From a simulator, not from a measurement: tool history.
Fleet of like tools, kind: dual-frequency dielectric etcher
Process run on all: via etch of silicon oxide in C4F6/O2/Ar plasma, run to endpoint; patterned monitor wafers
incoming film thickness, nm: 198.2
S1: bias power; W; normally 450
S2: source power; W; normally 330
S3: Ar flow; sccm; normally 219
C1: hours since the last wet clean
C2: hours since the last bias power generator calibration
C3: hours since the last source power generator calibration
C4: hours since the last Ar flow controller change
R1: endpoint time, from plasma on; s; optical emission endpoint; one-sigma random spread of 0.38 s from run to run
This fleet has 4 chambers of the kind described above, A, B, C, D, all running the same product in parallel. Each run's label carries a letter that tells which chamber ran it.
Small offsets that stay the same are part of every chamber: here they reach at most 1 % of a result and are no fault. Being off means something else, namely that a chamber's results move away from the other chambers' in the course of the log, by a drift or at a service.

| run | day | S1 | S2 | S3 | C1 | C2 | C3 | C4 | R1 |
|---|---|---|---|---|---|---|---|---|---|
|  | 0.108 | chamber A: bias power generator calibrated |
| 1C | 0.204 | 450 | 330 | 219 | 225.4 | 2346.9 | 944.2 | 2424.1 | 47.566 |
| 2A | 0.35 | 450 | 330 | 219 | 482.9 | 5.8 | 1126.9 | 443.8 | 47.426 |
| 3B | 0.529 | 450 | 330 | 219 | 375.9 | 2479.2 | 1598.8 | 4560 | 46.694 |
| 4D | 0.712 | 450 | 330 | 219 | 392.8 | 2953.4 | 1353.2 | 919.9 | 46.538 |
| 5C | 0.829 | 450 | 330 | 219 | 240.4 | 2361.9 | 959.2 | 2439.1 | 47.724 |
| 6B | 0.967 | 450 | 330 | 219 | 386.4 | 2489.7 | 1609.3 | 4570.5 | 46.856 |
| 7D | 1.142 | 450 | 330 | 219 | 403.1 | 2963.7 | 1363.5 | 930.2 | 46.592 |
| 8A | 1.312 | 450 | 330 | 219 | 506 | 28.9 | 1150 | 466.9 | 46.697 |
| 9A | 1.433 | 450 | 330 | 219 | 508.9 | 31.8 | 1152.9 | 469.8 | 47.154 |
|  | 1.458 | chamber A: wet clean of the chamber |
| 10C | 1.621 | 450 | 330 | 219 | 259.4 | 2380.9 | 978.2 | 2458.1 | 47.859 |
| 11D | 1.738 | 450 | 330 | 219 | 417.4 | 2978 | 1377.8 | 944.5 | 47.161 |
|  | 1.762 | chamber B: wet clean of the chamber |
| 12B | 1.921 | 450 | 330 | 219 | 3.8 | 2512.6 | 1632.2 | 4593.4 | 44.759 |
| 13A | 2.167 | 450 | 330 | 219 | 17.1 | 49.4 | 1170.5 | 487.4 | 46.442 |
| 14C | 2.3 | 450 | 330 | 219 | 275.7 | 2397.2 | 994.5 | 2474.4 | 47.285 |
|  | 2.358 | chamber D: wet clean of the chamber |
| 15D | 2.538 | 450 | 390 | 247 | 4.4 | 2997.2 | 1397 | 963.7 | 45.393 |
| 16B | 2.667 | 450 | 390 | 247 | 21.7 | 2530.5 | 1650.1 | 4611.3 | 42.728 |
| 17C | 2.808 | 450 | 390 | 247 | 287.9 | 2409.4 | 1006.7 | 2486.6 | 45.329 |
| 18B | 3.042 | 450 | 390 | 247 | 30.7 | 2539.5 | 1659.1 | 4620.3 | 42.557 |
| 19D | 3.212 | 450 | 330 | 219 | 20.6 | 3013.4 | 1413.2 | 979.9 | 46.741 |
| 20A | 3.421 | 450 | 330 | 219 | 47.2 | 79.5 | 1200.6 | 517.5 | 46.645 |
| 21D | 3.612 | 450 | 330 | 219 | 30.2 | 3023 | 1422.8 | 989.5 | 47.066 |
| 22A | 3.842 | 450 | 330 | 219 | 57.3 | 89.6 | 1210.7 | 527.6 | 46.324 |
| 23B | 4 | 450 | 330 | 219 | 53.7 | 2562.5 | 1682.1 | 4643.3 | 44.414 |
| 24C | 4.112 | 450 | 330 | 219 | 319.2 | 2440.7 | 1038 | 2517.9 | 46.731 |
| 25D | 4.254 | 450 | 410 | 194 | 45.6 | 3038.4 | 1438.2 | 1004.9 | 42.151 |
| 26B | 4.488 | 450 | 410 | 194 | 65.4 | 2574.2 | 1693.8 | 4655 | 40.486 |
| 27A | 4.642 | 450 | 410 | 194 | 76.5 | 108.8 | 1229.9 | 546.8 | 42.417 |
| 28C | 4.771 | 450 | 410 | 194 | 335 | 2456.5 | 1053.8 | 2533.7 | 42.677 |
| 29A | 4.896 | 386 | 360 | 219 | 82.6 | 114.9 | 1236 | 552.9 | 48.719 |
| 30C | 5.133 | 386 | 360 | 219 | 343.7 | 2465.2 | 1062.5 | 2542.4 | 47.905 |
| 31D | 5.25 | 386 | 360 | 219 | 69.5 | 3062.3 | 1462.1 | 1028.8 | 48.323 |
| 32B | 5.421 | 386 | 360 | 219 | 87.8 | 2596.6 | 1716.2 | 4677.4 | 45.207 |

Each of the 4 chambers runs these same settings next. Fill in every chamber's results:
| 33A | 5.596 | 559 | 330 | 219 |  |  |  |  | ? |
| 33B | 5.596 | 559 | 330 | 219 |  |  |  |  | ? |
| 33C | 5.596 | 559 | 330 | 219 |  |  |  |  | ? |
| 33D | 5.596 | 559 | 330 | 219 |  |  |  |  | ? |

| run | R1 |
|---|---|
| 33A | 43.193 |
| 33B | 40.907 |
| 33C | 43.074 |
| 33D | 43.426 |

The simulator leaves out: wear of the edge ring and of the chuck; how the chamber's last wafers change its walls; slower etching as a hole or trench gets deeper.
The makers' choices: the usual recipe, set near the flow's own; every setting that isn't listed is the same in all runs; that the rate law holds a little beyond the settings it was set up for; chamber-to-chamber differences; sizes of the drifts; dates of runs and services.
